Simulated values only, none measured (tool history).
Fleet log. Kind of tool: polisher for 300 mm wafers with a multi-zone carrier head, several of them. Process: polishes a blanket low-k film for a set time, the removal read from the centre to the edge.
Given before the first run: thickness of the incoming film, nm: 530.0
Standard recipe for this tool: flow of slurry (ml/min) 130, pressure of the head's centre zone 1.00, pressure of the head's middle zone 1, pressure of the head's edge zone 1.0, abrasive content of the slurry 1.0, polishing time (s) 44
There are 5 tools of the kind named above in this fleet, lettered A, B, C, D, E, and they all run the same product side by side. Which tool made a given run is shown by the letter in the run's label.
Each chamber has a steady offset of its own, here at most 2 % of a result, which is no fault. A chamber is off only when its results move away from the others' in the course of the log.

run	hour	flow of slurry (ml/min)	pressure of the head's centre zone	pressure of the head's middle zone	pressure of the head's edge zone	abrasive content of the slurry	polishing time (s)	wafers polished on this pad	hours since the slurry nozzle was cleaned	hours since the centre zone pressure was calibrated	hours since the edge zone pressure was calibrated	film removed at the wafer's centre (Å)	film removed at mid-radius (Å)	film removed at the wafer's edge (Å)
# hour 0.5: chamber E: centre zone pressure recalibrated
1E	4.8	130	1.00	1	1.0	1.0	44	240	248.6	4.4	316.9	253.37	252.00	254.74
2D	11.8	130	1.00	1	1.0	1.0	44	468	398.2	207.0	720.9	253.97	248.79	247.66
# hour 17.3: chamber A: worn pad replaced by a new one
3C	18.0	130	1.00	1	1.0	1.0	44	320	575.0	1174.8	481.5	255.59	247.51	246.12
4A	24.8	130	1.00	1	1.0	1.0	44	97	403.4	270.0	596.2	254.06	252.31	262.87
5B	28.5	130	1.00	1	0.9	1.0	44	544	341.3	837.7	457.7	246.69	249.82	237.72
6C	34.4	130	1.00	1	0.9	1.0	44	531	591.4	1191.2	497.9	252.39	250.15	234.57
# hour 38.4: chamber D: worn pad replaced by a new one
7E	41.6	130	1.00	1	0.9	1.0	44	714	285.4	41.2	353.7	249.04	254.46	236.72
# hour 41.7: chamber B: edge zone pressure recalibrated
# hour 45.0: chamber C: worn pad replaced by a new one
8B	46.3	130	1.00	1	0.9	1.0	44	773	359.1	855.5	4.7	243.63	250.73	235.53
9D	51.1	130	1.00	1	0.9	1.0	44	164	437.5	246.3	760.2	246.63	251.26	236.05
10A	56.5	170	1.00	1	1.0	1.1	44	505	435.1	301.7	627.9	280.89	279.03	279.10
11A	60.8	170	1.00	1	1.0	1.1	44	561	439.4	306.0	632.2	278.61	274.05	273.84
12B	65.1	170	1.00	1	1.0	1.1	44	1015	377.9	874.3	23.5	276.34	273.91	277.14
# hour 65.4: chamber E: worn pad replaced by a new one
# hour 68.4: chamber A: worn pad replaced by a new one
13C	70.2	170	1.00	1	1.0	1.1	44	325	627.2	1227.0	533.7	279.53	271.74	265.98
14D	77.9	170	1.00	1	1.0	1.1	44	509	464.3	273.1	787.0	277.88	278.37	276.05
15E	83.4	130	1.00	1	1.0	1.0	44	232	327.2	83.0	395.5	247.39	243.76	246.48
# hour 85.5: chamber B: worn pad replaced by a new one
16D	88.3	130	1.00	1	1.0	1.0	44	643	474.7	283.5	797.4	251.62	248.68	256.94
17E	96.1	130	1.00	1	1.0	1.0	44	396	339.9	95.7	408.2	241.52	242.62	245.87
# hour 98.9: chamber C: worn pad replaced by a new one
# hour 100.8: chamber D: worn pad replaced by a new one
18B	102.6	130	1.00	1	1.0	1.0	44	220	415.4	911.8	61.0	250.45	250.39	252.53
19A	109.3	130	1.00	1	1.0	1.0	44	526	487.9	354.5	680.7	249.05	251.71	259.06
# hour 110.8: chamber A: worn pad replaced by a new one
20C	116.7	130	1.00	1	1.0	1.0	44	229	673.7	1273.5	580.2	248.08	248.39	249.25
# hour 120.9: chamber A: slurry nozzle cleaned
21E	123.5	130	1.00	1	1.0	1.0	44	749	367.3	123.1	435.6	238.66	240.45	242.31
22B	127.6	130	1.00	1	1.0	1.0	44	542	440.4	936.8	86.0	249.56	252.39	247.04
23C	131.6	90	0.93	1	1.0	1.0	44	421	688.6	1288.4	595.1	205.43	225.54	236.37
# hour 134.7: chamber E: worn pad replaced by a new one
# hour 137.9: chamber C: edge zone pressure recalibrated
24A	138.1	90	0.93	1	1.0	1.0	44	352	17.3	383.3	709.5	209.02	227.11	244.57
25D	143.0	90	0.93	1	1.0	1.0	44	544	529.4	338.2	852.1	207.58	229.08	229.98
26E	149.4	90	0.93	1	1.0	1.0	44	190	393.2	149.0	461.5	187.73	210.52	224.13
# hour 150.7: chamber C: worn pad replaced by a new one
27D	153.9	90	0.93	1	1.0	1.0	44	684	540.3	349.1	863.0	202.76	227.83	236.62
# hour 158.2: chamber A: worn pad replaced by a new one
28A	159.1	130	1.00	1	1.0	1.0	44	12	38.3	404.3	730.5	250.89	254.01	253.29
# hour 159.6: chamber D: worn pad replaced by a new one
29B	165.9	130	1.00	1	1.0	1.0	44	1036	478.7	975.1	124.3	248.97	251.83	251.48
30C	169.8	130	1.00	1	1.0	1.0	44	246	726.8	1326.6	31.9	250.57	247.83	253.23
# hour 170.4: chamber B: worn pad replaced by a new one
31E	174.0	130	1.00	1	1.0	1.0	44	507	417.8	173.6	486.1	232.16	230.79	234.47
32C	177.8	130	1.00	1	1.0	1.0	44	349	734.8	1334.6	39.9	254.33	248.60	247.42
33B	181.6	130	1.00	1	1.0	1.0	44	144	494.4	990.8	140.0	246.91	251.87	249.46
34A	186.2	130	1.00	1	1.0	1.0	44	361	65.4	431.4	757.6	257.02	249.67	250.75
35D	190.6	130	1.00	1	1.0	1.0	44	400	577.0	385.8	899.7	250.94	252.08	249.35
36E	195.3	130	1.00	1	1.0	1.0	44	781	439.1	194.9	507.4	220.58	229.82	235.79
# hour 200.7: chamber C: worn pad replaced by a new one
37D	202.1	110	1.00	1	1.0	1.0	44	548	588.5	397.3	911.2	239.28	242.38	242.79
# hour 206.8: chamber A: worn pad replaced by a new one
38B	209.3	110	1.00	1	1.0	1.0	44	501	522.1	1018.5	167.7	239.03	239.53	239.85
39C	214.1	110	1.00	1	1.0	1.0	44	172	771.1	1370.9	76.2	241.98	237.46	238.79
40A	221.8	110	1.00	1	1.0	1.0	44	194	101.0	467.0	793.2	243.11	245.73	245.53
41B	228.7	110	1.00	1	1.0	1.0	44	751	541.5	1037.9	187.1	238.47	240.31	242.90

All 5 chambers run these settings next. Forecast each chamber's results:
42A	234.6	130	1.00	1	1.0	1.0	56					?	?	?
42B	234.6	130	1.00	1	1.0	1.0	56					?	?	?
42C	234.6	130	1.00	1	1.0	1.0	56					?	?	?
42D	234.6	130	1.00	1	1.0	1.0	56					?	?	?
42E	234.6	130	1.00	1	1.0	1.0	56					?	?	?

run	film removed at the wafer's centre (Å)	film removed at mid-radius (Å)	film removed at the wafer's edge (Å)
42A	308.77	319.84	329.28
42B	315.68	324.42	318.92
42C	321.97	319.92	316.42
42D	317.38	318.02	323.58
42E	274.34	284.54	294.95
